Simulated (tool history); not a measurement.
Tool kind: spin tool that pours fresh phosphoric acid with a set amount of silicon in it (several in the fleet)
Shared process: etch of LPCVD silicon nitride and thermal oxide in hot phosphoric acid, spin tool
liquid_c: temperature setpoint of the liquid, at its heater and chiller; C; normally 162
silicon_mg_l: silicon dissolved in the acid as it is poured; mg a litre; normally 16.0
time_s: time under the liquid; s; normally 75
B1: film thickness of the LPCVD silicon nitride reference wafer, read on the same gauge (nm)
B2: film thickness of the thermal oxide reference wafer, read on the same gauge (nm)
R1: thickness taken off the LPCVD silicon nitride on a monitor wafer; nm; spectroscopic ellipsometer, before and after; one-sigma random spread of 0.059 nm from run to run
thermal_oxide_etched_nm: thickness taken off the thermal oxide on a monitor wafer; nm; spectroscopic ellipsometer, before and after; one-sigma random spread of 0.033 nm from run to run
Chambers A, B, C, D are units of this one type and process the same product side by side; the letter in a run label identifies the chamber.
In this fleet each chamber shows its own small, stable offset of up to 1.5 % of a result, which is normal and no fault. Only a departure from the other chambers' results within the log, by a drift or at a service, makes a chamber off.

Run 1B, hour 7.0: usual settings; B1 109.99; B2 80.028. Result: R1 6.1852 nm, thermal_oxide_etched_nm 0.092503 nm.
Run 2A, hour 13.3: usual settings; B1 109.95; B2 79.970. Result: R1 6.3908 nm, thermal_oxide_etched_nm 0.135250 nm.
Run 3D, hour 19.3: usual settings; B1 110.02; B2 80.005. Result: R1 6.4026 nm, thermal_oxide_etched_nm 0.123430 nm.
Run 4C, hour 26.5: usual settings; B1 109.97; B2 80.023. Result: R1 6.4608 nm, thermal_oxide_etched_nm 0.124890 nm.
Run 5C, hour 34.0: usual settings; B1 110.00; B2 80.039. Result: R1 6.4541 nm, thermal_oxide_etched_nm 0.179770 nm.
Run 6A, hour 40.1: usual settings; B1 109.99; B2 79.952. Result: R1 6.3465 nm, thermal_oxide_etched_nm 0.148440 nm.
Run 7B, hour 47.7: usual settings; B1 110.02; B2 79.971. Result: R1 6.2930 nm, thermal_oxide_etched_nm 0.166830 nm.
Run 8D, hour 53.6: usual settings; B1 110.04; B2 80.032. Result: R1 6.2623 nm, thermal_oxide_etched_nm 0.232630 nm.
Run 9D, hour 59.3: usual settings but silicon_mg_l 6.5 mg a litre, time_s 105 s; B1 109.98; B2 80.000. Result: R1 8.8609 nm, thermal_oxide_etched_nm 0.318550 nm.
Run 10B, hour 65.1: usual settings but silicon_mg_l 6.5 mg a litre, time_s 105 s; B1 109.99; B2 80.006. Result: R1 8.8071 nm, thermal_oxide_etched_nm 0.296130 nm.
Run 11C, hour 73.6: usual settings but silicon_mg_l 6.5 mg a litre, time_s 105 s; B1 110.04; B2 79.972. Result: R1 8.7748 nm, thermal_oxide_etched_nm 0.267290 nm.
Run 12A, hour 82.4: usual settings but silicon_mg_l 6.5 mg a litre, time_s 105 s; B1 109.98; B2 80.012. Result: R1 8.8236 nm, thermal_oxide_etched_nm 0.401070 nm.
Run 13C, hour 88.6: usual settings but silicon_mg_l 21.0 mg a litre, time_s 100 s; B1 109.99; B2 80.015. Result: R1 8.4646 nm, thermal_oxide_etched_nm 0.231890 nm.
Run 14A, hour 94.8: usual settings but silicon_mg_l 21.0 mg a litre, time_s 100 s; B1 110.02; B2 79.981. Result: R1 8.2744 nm, thermal_oxide_etched_nm 0.158640 nm.
Run 15D, hour 99.3: usual settings but silicon_mg_l 21.0 mg a litre, time_s 100 s; B1 109.98; B2 79.991. Result: R1 8.4089 nm, thermal_oxide_etched_nm 0.169290 nm.
Run 16B, hour 103.7: usual settings but silicon_mg_l 21.0 mg a litre, time_s 100 s; B1 109.98; B2 80.011. Result: R1 8.3246 nm, thermal_oxide_etched_nm 0.178030 nm.
Run 17C, hour 109.7: usual settings; B1 109.99; B2 79.993. Result: R1 6.4170 nm, thermal_oxide_etched_nm 0.199880 nm.
At hour 110.5: chamber C: dissolved silicon flow meter replaced.
Run 18D, hour 113.8: usual settings; B1 110.00; B2 79.984. Result: R1 6.4532 nm, thermal_oxide_etched_nm 0.113770 nm.
Run 19A, hour 122.1: usual settings; B1 110.02; B2 79.986. Result: R1 6.4080 nm, thermal_oxide_etched_nm 0.139860 nm.
Run 20B, hour 127.0: usual settings; B1 110.03; B2 80.026. Result: R1 6.3306 nm, thermal_oxide_etched_nm 0.096622 nm.
At hour 133.9: chamber A: thermometer replaced.
Run 21D, hour 134.9: usual settings; B1 109.95; B2 79.969. Result: R1 6.4132 nm, thermal_oxide_etched_nm 0.197300 nm.
Run 22B, hour 139.2: usual settings; B1 109.97; B2 80.026. Result: R1 6.2234 nm, thermal_oxide_etched_nm 0.213770 nm.
Run 23A, hour 144.9: usual settings; B1 110.05; B2 79.983. Result: R1 6.3873 nm, thermal_oxide_etched_nm 0.168190 nm.
Run 24C, hour 149.2: usual settings; B1 110.00; B2 80.051. Result: R1 6.4299 nm, thermal_oxide_etched_nm 0.207150 nm.
Run 25B, hour 155.5: usual settings but silicon_mg_l 20.0 mg a litre, time_s 40 s; B1 110.04; B2 80.038. Result: R1 3.3702 nm, thermal_oxide_etched_nm 0.085344 nm.
Run 26D, hour 160.0: usual settings but silicon_mg_l 20.0 mg a litre, time_s 40 s; B1 109.95; B2 80.005. Result: R1 3.4358 nm, thermal_oxide_etched_nm 0.078963 nm.
At hour 165.1: chamber B: thermometer replaced.
Run 27A, hour 168.7: usual settings but silicon_mg_l 20.0 mg a litre, time_s 40 s; B1 110.02; B2 80.019. Result: R1 3.3578 nm, thermal_oxide_etched_nm 0.071750 nm.
Run 28C, hour 174.1: usual settings but silicon_mg_l 20.0 mg a litre, time_s 40 s; B1 110.01; B2 80.000. Result: R1 3.3937 nm, thermal_oxide_etched_nm 0.060465 nm.
Run 29B, hour 179.8: usual settings; B1 109.97; B2 80.032. Result: R1 6.1922 nm, thermal_oxide_etched_nm 0.178680 nm.

Has any chamber moved away from the others, gradually or after a service, or does the common gauge drift, or do the chambers differ only by their own small steady offsets? State the chamber and the most likely cause if one applies.

Neither any chamber nor the gauge drifts; the chambers differ only by their own small, steady offsets.
